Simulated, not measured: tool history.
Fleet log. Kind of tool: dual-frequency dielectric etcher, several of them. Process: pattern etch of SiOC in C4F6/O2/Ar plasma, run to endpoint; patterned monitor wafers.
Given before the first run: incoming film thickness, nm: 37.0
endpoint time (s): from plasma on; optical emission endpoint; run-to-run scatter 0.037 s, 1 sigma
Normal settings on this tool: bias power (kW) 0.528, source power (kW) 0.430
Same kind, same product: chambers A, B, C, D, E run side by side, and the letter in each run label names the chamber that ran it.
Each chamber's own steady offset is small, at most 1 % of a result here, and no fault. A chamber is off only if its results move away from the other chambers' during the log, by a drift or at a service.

run	hour	bias power (kW)	source power (kW)	hours since the last wet clean	hours since the last bias power generator calibration	hours since the last source power generator calibration	endpoint time (s)
1B	6.4	0.528	0.430	12.9	2310.2	710.5	11.856
2D	15.0	0.528	0.430	211.3	155.9	3577.4	11.926
3E	24.9	0.528	0.430	451.2	967.1	28.2	11.775
4C	35.0	0.528	0.430	203.4	3128.4	3255.0	11.808
5A	43.1	0.528	0.430	301.5	928.1	1590.1	11.952
6D	49.5	0.528	0.430	245.8	190.4	3611.9	11.881
7A	60.4	0.528	0.430	318.8	945.4	1607.4	12.033
8E	72.1	0.528	0.430	498.4	1014.3	75.4	11.755
9C	78.3	0.528	0.430	246.7	3171.7	3298.3	11.801
10B	85.3	0.528	0.430	91.8	2389.1	789.4	11.809
11B	94.9	0.528	0.460	101.4	2398.7	799.0	11.470
12C	103.5	0.528	0.460	271.9	3196.9	3323.5	11.449
13A	109.0	0.528	0.460	367.4	994.0	1656.0	11.690
14D	114.6	0.528	0.460	310.9	255.5	3677.0	11.620
15E	120.7	0.528	0.460	547.0	1062.9	124.0	11.474
# hour 131.5: chamber A: wet clean of the chamber
16C	131.7	0.528	0.430	300.1	3225.1	3351.7	11.720
17B	140.7	0.528	0.430	147.2	2444.5	844.8	11.745
18D	152.9	0.528	0.430	349.2	293.8	3715.3	11.888
19E	158.4	0.528	0.430	584.7	1100.6	161.7	11.831
20A	167.6	0.528	0.430	36.2	1052.6	1714.6	11.960
21C	176.2	0.528	0.430	344.6	3269.6	3396.2	11.754
22D	188.1	0.528	0.430	384.4	329.0	3750.5	11.887
23B	194.9	0.528	0.430	201.4	2498.7	899.0	11.820
# hour 200.0: chamber C: wet clean of the chamber
24E	201.6	0.528	0.430	627.9	1143.8	204.9	11.873
25A	207.2	0.528	0.430	75.8	1092.2	1754.2	11.964
# hour 214.9: chamber D: source power generator calibrated
26B	214.9	0.528	0.430	221.4	2518.7	919.0	11.787
# hour 222.1: chamber E: wet clean of the chamber
27C	223.5	0.528	0.430	23.5	3316.9	3443.5	11.793
28E	234.4	0.528	0.430	12.3	1176.6	237.7	11.443
29A	246.2	0.528	0.430	114.8	1131.2	1793.2	11.957
30D	256.6	0.528	0.430	452.9	397.5	41.8	11.888
31C	264.3	0.607	0.380	64.3	3357.7	3484.3	11.631
32A	276.1	0.607	0.380	144.7	1161.1	1823.1	11.859
33D	283.1	0.607	0.380	479.4	424.0	68.3	11.851
34B	289.3	0.607	0.380	295.8	2593.1	993.4	11.722
35E	299.0	0.607	0.380	76.9	1241.2	302.3	11.413
36E	308.1	0.528	0.430	86.0	1250.3	311.4	11.448
# hour 309.3: chamber B: wet clean of the chamber
37D	319.8	0.528	0.430	516.1	460.7	105.0	11.869
38B	329.3	0.528	0.430	20.0	2633.1	1033.4	11.786
39A	336.1	0.528	0.430	204.7	1221.1	1883.1	11.978
40C	347.6	0.528	0.430	147.6	3441.0	3567.6	11.711
41B	356.7	0.528	0.430	47.4	2660.5	1060.8	11.813
42C	365.0	0.628	0.390	165.0	3458.4	3585.0	11.449
43D	374.8	0.628	0.390	571.1	515.7	160.0	11.504
44A	384.3	0.628	0.390	252.9	1269.3	1931.3	11.582

All 5 chambers run these settings next. Forecast each chamber's results:
45A	393.4	0.488	0.430				?
45B	393.4	0.488	0.430				?
45C	393.4	0.488	0.430				?
45D	393.4	0.488	0.430				?
45E	393.4	0.488	0.430				?

run	endpoint time (s)
45A	12.372
45B	12.154
45C	12.143
45D	12.242
45E	11.764
